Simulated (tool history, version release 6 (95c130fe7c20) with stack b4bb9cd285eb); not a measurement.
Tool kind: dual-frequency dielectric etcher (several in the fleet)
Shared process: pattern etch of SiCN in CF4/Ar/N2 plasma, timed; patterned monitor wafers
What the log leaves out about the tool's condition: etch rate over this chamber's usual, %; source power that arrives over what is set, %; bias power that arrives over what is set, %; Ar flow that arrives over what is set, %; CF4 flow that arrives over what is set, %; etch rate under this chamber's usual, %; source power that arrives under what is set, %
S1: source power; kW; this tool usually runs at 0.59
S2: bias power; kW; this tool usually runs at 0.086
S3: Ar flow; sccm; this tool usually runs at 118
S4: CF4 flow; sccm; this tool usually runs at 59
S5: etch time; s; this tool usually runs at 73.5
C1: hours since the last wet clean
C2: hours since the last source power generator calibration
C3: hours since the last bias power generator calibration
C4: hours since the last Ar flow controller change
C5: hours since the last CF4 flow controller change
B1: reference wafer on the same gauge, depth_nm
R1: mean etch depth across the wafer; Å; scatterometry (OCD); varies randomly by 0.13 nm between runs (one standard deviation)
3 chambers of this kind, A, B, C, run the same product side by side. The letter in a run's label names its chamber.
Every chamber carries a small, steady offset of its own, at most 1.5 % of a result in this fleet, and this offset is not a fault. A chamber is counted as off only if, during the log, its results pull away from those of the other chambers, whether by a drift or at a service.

Run 1B, hour 7.6: usual settings; C1 213.7; C2 1694.1; C3 643; C4 4516.5; C5 938.4; B1 89.874. Result: R1 815.05 Å.
Run 2A, hour 16.9: usual settings; C1 207.8; C2 2173.4; C3 2014.6; C4 807.7; C5 598.6; B1 89.867. Result: R1 807.04 Å.
Run 3C, hour 25.5: usual settings; C1 370.1; C2 685.9; C3 1725.6; C4 2143.6; C5 2536.5; B1 89.863. Result: R1 820.03 Å.
Run 4A, hour 37.9: usual settings; C1 228.8; C2 2194.4; C3 2035.6; C4 828.7; C5 619.6; B1 89.839. Result: R1 807.33 Å.
Run 5C, hour 46.8: usual settings; C1 391.4; C2 707.2; C3 1746.9; C4 2164.9; C5 2557.8; B1 89.831. Result: R1 819.82 Å.
Run 6B, hour 58: usual settings; C1 264.1; C2 1744.5; C3 693.4; C4 4566.9; C5 988.8; B1 89.752. Result: R1 813.96 Å.
At hour 61.5: chamber C: wet clean of the chamber.
Run 7B, hour 68.3: usual settings; C1 274.4; C2 1754.8; C3 703.7; C4 4577.2; C5 999.1; B1 89.731. Result: R1 814.19 Å.
Run 8A, hour 77.1: usual settings; C1 268; C2 2233.6; C3 2074.8; C4 867.9; C5 658.8; B1 89.735. Result: R1 805.64 Å.
Run 9C, hour 87.2: usual settings; C1 25.8; C2 747.6; C3 1787.3; C4 2205.3; C5 2598.2; B1 89.72. Result: R1 815.23 Å.
Run 10C, hour 92.7: usual settings; C1 31.3; C2 753.1; C3 1792.8; C4 2210.8; C5 2603.7; B1 89.693. Result: R1 816.42 Å.
Run 11B, hour 103.9: usual settings; C1 310; C2 1790.4; C3 739.3; C4 4612.8; C5 1034.7; B1 89.713. Result: R1 812.91 Å.
At hour 109.8: chamber B: wet clean of the chamber.
Run 12A, hour 116.4: usual settings; C1 307.3; C2 2272.9; C3 2114.1; C4 907.2; C5 698.1; B1 89.591. Result: R1 807.19 Å.
Run 13B, hour 126.2: usual settings; C1 16.4; C2 1812.7; C3 761.6; C4 4635.1; C5 1057; B1 89.614. Result: R1 811.45 Å.
Run 14C, hour 137.9: usual settings; C1 76.5; C2 798.3; C3 1838; C4 2256; C5 2648.9; B1 89.597. Result: R1 816.05 Å.
At hour 138.8: chamber A: wet clean of the chamber.
Run 15A, hour 143.7: usual settings but S1 0.7 kW; C1 4.9; C2 2300.2; C3 2141.4; C4 934.5; C5 725.4; B1 89.576. Result: R1 929.67 Å.
Run 16C, hour 150: usual settings but S1 0.7 kW; C1 88.6; C2 810.4; C3 1850.1; C4 2268.1; C5 2661; B1 89.535. Result: R1 945.86 Å.
Run 17A, hour 159.9: usual settings but S1 0.7 kW; C1 21.1; C2 2316.4; C3 2157.6; C4 950.7; C5 741.6; B1 89.531. Result: R1 930.3 Å.
Run 18B, hour 167.8: usual settings; C1 58; C2 1854.3; C3 803.2; C4 4676.7; C5 1098.6; B1 89.541. Result: R1 809.58 Å.
Run 19A, hour 174.2: usual settings; C1 35.4; C2 2330.7; C3 2171.9; C4 965; C5 755.9; B1 89.53. Result: R1 803.18 Å.
Run 20B, hour 184.6: usual settings but S3 89 sccm; C1 74.8; C2 1871.1; C3 820; C4 4693.5; C5 1115.4; B1 89.486. Result: R1 844.72 Å.
Run 21C, hour 193.9: usual settings but S3 89 sccm; C1 132.5; C2 854.3; C3 1894; C4 2312; C5 2704.9; B1 89.45. Result: R1 852.35 Å.
Run 22A, hour 205.9: usual settings but S3 89 sccm; C1 67.1; C2 2362.4; C3 2203.6; C4 996.7; C5 787.6; B1 89.456. Result: R1 837.6 Å.
Run 23B, hour 213.4: usual settings but S3 100 sccm; C1 103.6; C2 1899.9; C3 848.8; C4 4722.3; C5 1144.2; B1 89.361. Result: R1 831.17 Å.
Run 24C, hour 222.8: usual settings but S3 100 sccm; C1 161.4; C2 883.2; C3 1922.9; C4 2340.9; C5 2733.8; B1 89.382. Result: R1 836.13 Å.
Run 25B, hour 229.1: usual settings but S3 100 sccm; C1 119.3; C2 1915.6; C3 864.5; C4 4738; C5 1159.9; B1 89.374. Result: R1 830.71 Å.
Run 26A, hour 240.7: usual settings; C1 101.9; C2 2397.2; C3 2238.4; C4 1031.5; C5 822.4; B1 89.33. Result: R1 803.75 Å.
Run 27C, hour 246.6: usual settings; C1 185.2; C2 907; C3 1946.7; C4 2364.7; C5 2757.6; B1 89.298. Result: R1 815.5 Å.

Next, all 3 chambers run the settings below, one line each with question marks for the results. What does each chamber give?
Run 28A, hour 255.5: usual settings but S2 0.107 kW. Result: R1 ?.
Run 28B, hour 255.5: usual settings but S2 0.107 kW. Result: R1 ?.
Run 28C, hour 255.5: usual settings but S2 0.107 kW. Result: R1 ?.

run      R1
28A  872.21
28B  879.63
28C   884.1
